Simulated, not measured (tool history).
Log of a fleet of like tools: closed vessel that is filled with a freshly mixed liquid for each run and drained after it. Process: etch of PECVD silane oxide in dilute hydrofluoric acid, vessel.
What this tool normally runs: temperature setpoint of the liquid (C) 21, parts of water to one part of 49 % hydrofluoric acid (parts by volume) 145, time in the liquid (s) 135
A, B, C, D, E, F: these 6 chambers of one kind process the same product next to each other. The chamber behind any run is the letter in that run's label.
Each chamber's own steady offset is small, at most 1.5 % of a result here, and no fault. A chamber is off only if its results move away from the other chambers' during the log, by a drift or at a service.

run	hour	temperature setpoint of the liquid (C)	parts of water to one part of 49 % hydrofluoric acid (parts by volume)	time in the liquid (s)	hours since the thermometer was replaced	hours since the hydrofluoric acid flow meter was replaced	read-back film thickness of the PECVD silane oxide reference wafer, read on the same gauge (nm)	thickness taken off the PECVD silane oxide on a monitor wafer (nm)
1E	12.2	21	145	135	339.5	440.5	149.97	11.8130
2D	22.2	21	145	135	237.5	524.2	150.03	11.6890
3B	27.9	21	145	135	1609.9	581.5	149.96	11.6810
4F	39.1	21	145	135	1040.3	730.8	149.99	11.7720
5C	44.7	21	145	135	439.1	957.6	150.01	11.8020
6A	50.3	21	145	135	605.2	994.6	149.98	11.7590
7C	60.3	21	145	135	454.7	973.2	150.01	11.8360
8E	67.0	21	145	135	394.3	495.3	149.99	11.9410
9A	73.9	21	145	135	628.8	1018.2	150.01	11.7560
10B	79.6	21	145	135	1661.6	633.2	149.99	11.6540
11F	85.9	21	145	135	1087.1	777.6	149.96	11.9510
12D	98.4	21	145	135	313.7	600.4	149.99	11.7100
13C	109.3	21	145	135	503.7	1022.2	149.98	11.9380
14B	119.3	21	145	135	1701.3	672.9	149.96	11.7200
15F	128.0	21	145	135	1129.2	819.7	150.01	11.8780
# hour 129.7: chamber C: thermometer replaced
16D	137.2	21	190	185	352.5	639.2	150.01	11.9370
17A	145.4	21	190	185	700.3	1089.7	150.02	11.7040
18E	157.5	21	190	185	484.8	585.8	149.99	11.8180
19F	169.0	21	190	185	1170.2	860.7	150.00	11.9060
20D	180.8	21	190	185	396.1	682.8	150.00	11.8280
21E	192.3	21	190	185	519.6	620.6	150.00	11.8200
22C	201.4	21	145	135	71.7	1114.3	150.00	11.7510
23A	209.0	21	145	135	763.9	1153.3	149.97	11.6710
24B	215.7	21	105	135	1797.7	769.3	150.05	17.1070
25B	224.1	21	105	135	1806.1	777.7	150.04	16.8450
26C	233.6	21	105	135	103.9	1146.5	149.98	16.9980
27E	244.7	21	105	135	572.0	673.0	149.95	17.3030
28A	257.0	21	105	135	811.9	1201.3	150.00	17.0710
29D	262.6	21	105	135	477.9	764.6	150.04	16.9430
30F	268.3	21	145	135	1269.5	960.0	149.99	11.9220
31B	275.3	21	145	135	1857.3	828.9	149.98	11.6840
32A	287.9	21	145	135	842.8	1232.2	149.98	11.7800
33C	297.8	21	145	135	168.1	1210.7	149.99	11.7840
34D	307.5	21	145	135	522.8	809.5	150.04	11.8310
35F	316.2	21	145	135	1317.4	1007.9	149.99	11.8470
36E	328.7	21	145	135	656.0	757.0	150.04	11.8460
37C	335.1	21	145	135	205.4	1248.0	150.01	11.6330
38D	342.9	21	145	135	558.2	844.9	150.02	11.7490
39B	353.4	21	145	135	1935.4	907.0	150.00	11.6420
40A	363.3	21	205	135	918.2	1307.6	149.99	7.8681

One chamber off, gauge drift, or nothing amiss beyond the chambers' own small offsets? If it is a chamber, which one, and what is the likeliest cause?

No chamber stands off beyond its own small offset, and the gauge holds steady.
